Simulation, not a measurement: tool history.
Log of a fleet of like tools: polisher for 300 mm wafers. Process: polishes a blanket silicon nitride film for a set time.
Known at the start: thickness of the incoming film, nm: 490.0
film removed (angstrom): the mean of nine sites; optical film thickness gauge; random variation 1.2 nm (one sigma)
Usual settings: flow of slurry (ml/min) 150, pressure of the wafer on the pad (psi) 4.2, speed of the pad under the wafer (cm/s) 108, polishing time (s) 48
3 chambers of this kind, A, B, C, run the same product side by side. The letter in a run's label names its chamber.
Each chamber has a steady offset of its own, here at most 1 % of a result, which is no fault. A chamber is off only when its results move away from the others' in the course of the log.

run	hour	flow of slurry (ml/min)	pressure of the wafer on the pad (psi)	speed of the pad under the wafer (cm/s)	polishing time (s)	wafers polished on this pad	hours since the slurry nozzle was cleaned	hours since the head pressure was calibrated	film removed (angstrom)
1A	12.3	150	4.2	108	48	92	740.5	564.9	1214.60
2C	22.3	150	4.2	108	48	616	94.1	337.0	1214.00
3B	33.4	150	4.2	108	48	303	86.3	476.9	1223.50
4B	47.2	150	4.2	108	48	381	100.1	490.7	1213.70
# hour 51.8: chamber A: slurry nozzle cleaned
5C	55.6	150	4.2	108	48	804	127.4	370.3	1208.20
6A	62.4	150	3.1	108	48	375	10.7	615.0	899.90
7A	72.7	150	3.1	108	48	433	21.0	625.3	894.69
8B	84.2	150	3.1	108	48	591	137.1	527.7	902.38
9C	97.5	150	4.2	108	48	1041	169.3	412.2	1218.60
10B	111.0	150	4.2	108	48	742	163.9	554.5	1210.20
# hour 122.0: chamber A: worn pad replaced by a new one
11A	125.7	150	4.2	108	48	21	74.0	678.3	1194.70
# hour 140.8: chamber B: worn pad replaced by a new one
12C	140.9	150	4.2	108	48	1287	212.7	455.6	1194.90
13B	148.5	150	4.2	108	48	43	201.4	592.0	1241.30
14C	161.7	115	4.8	108	48	1404	233.5	476.4	1317.20
15A	172.7	115	4.8	108	48	287	121.0	725.3	1290.80
# hour 178.2: chamber C: head pressure recalibrated
16C	188.0	115	4.8	108	48	1553	259.8	9.8	1292.50
17A	199.5	150	4.2	108	48	439	147.8	752.1	1179.20
# hour 212.1: chamber C: worn pad replaced by a new one
18B	214.2	150	4.2	108	48	415	267.1	657.7	1224.20
19B	221.4	150	4.2	108	48	456	274.3	664.9	1228.50
# hour 224.9: chamber A: worn pad replaced by a new one
20A	236.1	150	4.2	108	48	63	184.4	788.7	1168.70
# hour 236.7: chamber B: head pressure recalibrated
21C	246.9	150	4.2	108	48	197	318.7	68.7	1234.80
# hour 260.3: chamber C: slurry nozzle cleaned
22C	260.4	150	4.2	128	48	273	0.2	82.2	1382.10
23A	270.3	150	4.2	128	48	257	218.6	822.9	1307.10
# hour 270.8: chamber B: slurry nozzle cleaned
24B	279.1	150	4.2	128	48	782	8.3	42.4	1378.10
# hour 286.8: chamber B: worn pad replaced by a new one
25C	290.6	150	4.2	108	48	444	30.4	112.4	1224.00
26A	306.0	150	4.2	108	48	459	254.3	858.6	1142.60
27B	316.5	150	4.2	108	48	168	45.7	79.8	1209.40
28B	325.6	150	4.2	108	48	220	54.8	88.9	1210.10
29A	340.6	150	5.4	108	48	654	288.9	893.2	1459.70
30C	354.1	150	5.4	108	48	804	93.9	175.9	1559.30
# hour 356.0: chamber A: worn pad replaced by a new one
31A	367.4	150	5.4	108	48	64	315.7	920.0	1447.90
32C	380.5	150	4.2	108	48	953	120.3	202.3	1212.20
33B	392.0	150	4.2	108	48	595	121.2	155.3	1193.20
34C	400.4	150	4.2	108	48	1066	140.2	222.2	1201.50
35B	411.9	150	4.2	108	48	708	141.1	175.2	1224.20

Is one chamber off against the others, does the gauge drift, or is nothing wrong? If a chamber is off, say which, and what the likeliest cause is.

Chamber A drifts away from the others.
Cause: head's pressure below its setpoint, % = 7.48.
The log may not tell that from: slurry flow missing at the pad, %.

Here are 4 candidates for chamber A's next run, each the usual settings with a change, their results left as question marks. Which one brings its results back in line with what the others give on the usual settings?
In line means no further than this from the other chambers' mean on the usual settings: film removed (angstrom) 41.00
36A-1	423.1	150	3.9	108	45				?
36A-2	423.1	150	4.2	120	48				?
36A-3	423.1	150	4.1	106	46				?
36A-4	423.1	150	4.6	116	48				?

The other chambers' mean on the usual settings: film removed (angstrom) 1214.70
run	film removed (angstrom)
36A-1	974.94
36A-2	1216.90
36A-3	1032.40
36A-4	1297.60
36A-2 brings the chamber back in line.
